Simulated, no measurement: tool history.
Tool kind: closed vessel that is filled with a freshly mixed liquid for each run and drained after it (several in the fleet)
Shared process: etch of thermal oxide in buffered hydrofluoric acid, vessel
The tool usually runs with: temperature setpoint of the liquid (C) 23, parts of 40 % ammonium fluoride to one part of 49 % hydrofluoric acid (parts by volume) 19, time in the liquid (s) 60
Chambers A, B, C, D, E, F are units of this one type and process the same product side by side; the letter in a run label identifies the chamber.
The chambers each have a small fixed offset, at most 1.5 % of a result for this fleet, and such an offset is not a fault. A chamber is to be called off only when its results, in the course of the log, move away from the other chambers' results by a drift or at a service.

| run | hour | temperature setpoint of the liquid (C) | parts of 40 % ammonium fluoride to one part of 49 % hydrofluoric acid (parts by volume) | time in the liquid (s) | hours since the thermometer was replaced | hours since the hydrofluoric acid flow meter was replaced | read-back film thickness of the thermal oxide reference wafer, read on the same gauge (nm) | thickness taken off the thermal oxide on a monitor wafer (angstrom) |
|---|---|---|---|---|---|---|---|---|
| 1B | 5.8 | 23 | 19 | 60 | 332.2 | 319 | 150.04 | 353.05 |
| 2C | 12.4 | 23 | 19 | 60 | 607.9 | 1891.4 | 149.99 | 356.76 |
| 3F | 17.5 | 23 | 19 | 60 | 497.3 | 440.7 | 149.99 | 358.67 |
| 4D | 23.2 | 23 | 19 | 60 | 121.8 | 848.3 | 150.01 | 354.5 |
|  | 24.2 | chamber F: thermometer replaced |
| 5E | 31.3 | 23 | 19 | 60 | 53.2 | 808.3 | 149.97 | 360.69 |
| 6A | 38 | 23 | 19 | 60 | 395.1 | 889.8 | 150.01 | 354.1 |
| 7E | 45.8 | 23 | 19 | 60 | 67.7 | 822.8 | 150.02 | 358.75 |
| 8F | 50.5 | 23 | 19 | 60 | 26.4 | 473.7 | 150.01 | 357.08 |
| 9D | 54.6 | 23 | 21.5 | 60 | 153.2 | 879.7 | 149.99 | 322.89 |
| 10A | 59.4 | 23 | 21.5 | 60 | 416.5 | 911.2 | 149.99 | 320.89 |
| 11C | 67.1 | 23 | 21.5 | 60 | 662.6 | 1946.1 | 150.04 | 324.07 |
| 12B | 73.1 | 23 | 21.5 | 60 | 399.5 | 386.3 | 150 | 321.88 |
| 13A | 79.2 | 23 | 21.5 | 60 | 436.3 | 931 | 149.97 | 324.59 |
| 14C | 83.2 | 23 | 21.5 | 60 | 678.7 | 1962.2 | 150.01 | 322.94 |
| 15E | 90.8 | 23 | 19 | 60 | 112.7 | 867.8 | 149.98 | 358.06 |
| 16D | 95.6 | 23 | 19 | 60 | 194.2 | 920.7 | 150 | 353.9 |
| 17B | 102.7 | 23 | 19 | 70 | 429.1 | 415.9 | 149.94 | 414.75 |
| 18F | 108.4 | 23 | 19 | 70 | 84.3 | 531.6 | 149.99 | 415.66 |
| 19E | 113 | 23 | 19 | 70 | 134.9 | 890 | 150.03 | 418.29 |
| 20D | 120.3 | 23 | 19 | 70 | 218.9 | 945.4 | 150.03 | 414.83 |
| 21C | 124.1 | 23 | 19 | 70 | 719.6 | 2003.1 | 149.97 | 420.18 |
| 22F | 128.6 | 23 | 19 | 70 | 104.5 | 551.8 | 149.99 | 422.06 |
| 23B | 134.3 | 23 | 16 | 60 | 460.7 | 447.5 | 150.01 | 417.92 |
| 24A | 141.7 | 23 | 16 | 60 | 498.8 | 993.5 | 149.97 | 418 |
| 25B | 147.1 | 23 | 16 | 60 | 473.5 | 460.3 | 149.99 | 419.44 |
| 26C | 151.6 | 23 | 16 | 60 | 747.1 | 2030.6 | 150 | 432.83 |
| 27A | 156.5 | 23 | 16 | 60 | 513.6 | 1008.3 | 150.02 | 417.43 |
| 28F | 162.7 | 23 | 16 | 60 | 138.6 | 585.9 | 150 | 426.42 |
| 29E | 166.9 | 23 | 19 | 60 | 188.8 | 943.9 | 150 | 358.21 |
| 30D | 174.2 | 23 | 19 | 60 | 272.8 | 999.3 | 149.97 | 353.37 |
| 31B | 178.1 | 23 | 19 | 60 | 504.5 | 491.3 | 149.96 | 354.45 |
| 32D | 182.5 | 23 | 19 | 60 | 281.1 | 1007.6 | 150.04 | 351.86 |
| 33C | 187.4 | 23 | 19 | 60 | 782.9 | 2066.4 | 149.99 | 368.03 |
| 34E | 192.9 | 23 | 19 | 60 | 214.8 | 969.9 | 150.02 | 359.55 |
| 35A | 197.2 | 23 | 19 | 60 | 554.3 | 1049 | 149.99 | 355.14 |
| 36F | 200.8 | 23 | 19 | 60 | 176.7 | 624 | 149.96 | 358.87 |
| 37E | 208.2 | 23 | 19 | 60 | 230.1 | 985.2 | 149.99 | 358.92 |
| 38B | 212.5 | 23 | 13 | 60 | 538.9 | 525.7 | 150.03 | 513.42 |
| 39A | 218.2 | 23 | 13 | 60 | 575.3 | 1070 | 150.03 | 513.07 |
| 40D | 225.3 | 23 | 13 | 60 | 323.9 | 1050.4 | 150.02 | 518.51 |
| 41C | 230 | 23 | 13 | 60 | 825.5 | 2109 | 149.96 | 543.82 |
| 42F | 236.1 | 23 | 13 | 60 | 212 | 659.3 | 150.03 | 518.29 |

Has any chamber moved away from the others, gradually or after a service, or does the common gauge drift, or do the chambers differ only by their own small steady offsets? State the chamber and the most likely cause if one applies.

Chamber C drifts away from the others.
What lies behind it: liquid hotter than its thermometer reads (K) = 1.05.
Not necessarily distinguishable in this log from: hydrofluoric acid flow above the setpoint (%).

Below are 4 candidate recipes for chamber C's next run, each the usual settings with a change, their results shown as question marks. Which of them brings C's results back in line with what the other chambers give on the usual settings?
In line here means within this much of the mean the other chambers give on the usual settings: thickness taken off the thermal oxide on a monitor wafer (angstrom) 5.1
| 43C-1 | 241.9 | 24 | 19 | 60 |  |  |  | ? |
| 43C-2 | 241.9 | 23 | 19 | 55 |  |  |  | ? |
| 43C-3 | 241.9 | 23 | 20 | 60 |  |  |  | ? |
| 43C-4 | 241.9 | 23 | 19 | 65 |  |  |  | ? |

Average result of the remaining chambers running the usual settings: thickness taken off the thermal oxide on a monitor wafer (angstrom) 356.08
| run | thickness taken off the thermal oxide on a monitor wafer (angstrom) |
|---|---|
| 43C-1 | 395.75 |
| 43C-2 | 343.52 |
| 43C-3 | 356.45 |
| 43C-4 | 405.98 |
It is 43C-3 that realigns the chamber with its peers.
